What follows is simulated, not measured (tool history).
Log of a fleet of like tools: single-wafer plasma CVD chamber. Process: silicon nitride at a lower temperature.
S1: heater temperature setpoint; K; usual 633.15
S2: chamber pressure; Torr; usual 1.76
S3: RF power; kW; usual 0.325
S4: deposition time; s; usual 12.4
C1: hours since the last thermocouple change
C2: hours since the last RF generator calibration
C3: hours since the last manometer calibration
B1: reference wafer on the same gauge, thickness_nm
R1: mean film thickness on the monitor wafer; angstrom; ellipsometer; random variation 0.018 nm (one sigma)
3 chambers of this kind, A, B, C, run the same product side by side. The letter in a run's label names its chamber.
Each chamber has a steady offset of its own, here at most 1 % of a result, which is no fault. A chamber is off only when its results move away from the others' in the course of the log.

run     day      S1    S2     S3    S4      C1      C2      C3      B1      R1
 1A   0.454  633.15  1.76  0.325  12.4   221.7  1494.5    1008  15.593  157.76
 2C   0.967  633.15  1.76  0.325  12.4  1084.9   728.5   749.4  15.595  158.67
 3B   1.467  633.15  1.76  0.325  12.4  2734.8   563.8  1925.3  15.591  157.53
 4B   1.867  633.15  1.76  0.325  12.4  2744.4   573.4  1934.9  15.586  157.07
 5C   2.262  633.15  1.76  0.325  12.4    1116   759.6   780.5  15.587  158.58
 6A   2.658  633.15  1.76  0.325  14.8   274.6  1547.4  1060.9  15.583  188.03
      3.096  -- chamber B: capacitance manometer re-zeroed and calibrated
 7C   3.175  633.15  1.76  0.325  14.8  1137.9   781.5   802.4  15.581  189.01
 8A   3.679  633.15  1.76  0.325  14.8   299.1  1571.9  1085.4   15.58  187.96
 9B   4.054  633.15  1.76  0.325  12.4  2796.9   625.9      23  15.577  157.47
10C   4.492  633.15  1.76  0.325  12.4  1169.5   813.1     834  15.575  158.58
11B   4.879  633.15  1.76  0.325  12.4  2816.7   645.7    42.8   15.57  156.95
12A   5.417  633.15  1.76  0.325  12.4   340.8  1613.6  1127.1  15.567  157.12
13C       6  647.15  1.76  0.325  12.4  1205.7   849.3   870.2  15.568  157.67
14A   6.333  647.15  1.76  0.325  12.4   362.8  1635.6  1149.1  15.561  156.47
15B   6.888  647.15  1.76  0.325  12.4  2864.9   693.9      91  15.562  156.15
16C   7.488  633.15  1.76  0.325  12.4  1241.4     885   905.9  15.558  158.35
17B   7.779  633.15  1.76  0.325  12.4  2886.3   715.3   112.4  15.556  156.87
18A     8.2  633.15  1.76  0.325  12.4   407.6  1680.4  1193.9   15.55  156.89
19A   8.725  633.15  1.76  0.325  12.4   420.2    1693  1206.5  15.548  156.99
20C   9.262  633.15  1.76  0.295  12.4    1284   927.6   948.5  15.546  148.36
21B   9.662  633.15  1.76  0.295  12.4  2931.5   760.5   157.6  15.539  146.93
22C  10.158  633.15  1.76  0.295  12.4  1305.5   949.1     970  15.543  148.08
23A  10.658  633.15  1.76  0.325  12.4   466.6  1739.4  1252.9   15.54   157.1
24B  11.192  633.15  1.76  0.325  12.4  2968.2   797.2   194.3  15.533  156.84
25B  11.671  633.15  1.76  0.325  12.4  2979.7   808.7   205.8  15.533  156.88

Is one chamber off against the others, does the gauge drift, or is nothing wrong? If a chamber is off, say which, and what the likeliest cause is.

The gauge drifts, so all chambers seem to drift together. No chamber is off.
Cause: gauge reads low (%) = 0.462.

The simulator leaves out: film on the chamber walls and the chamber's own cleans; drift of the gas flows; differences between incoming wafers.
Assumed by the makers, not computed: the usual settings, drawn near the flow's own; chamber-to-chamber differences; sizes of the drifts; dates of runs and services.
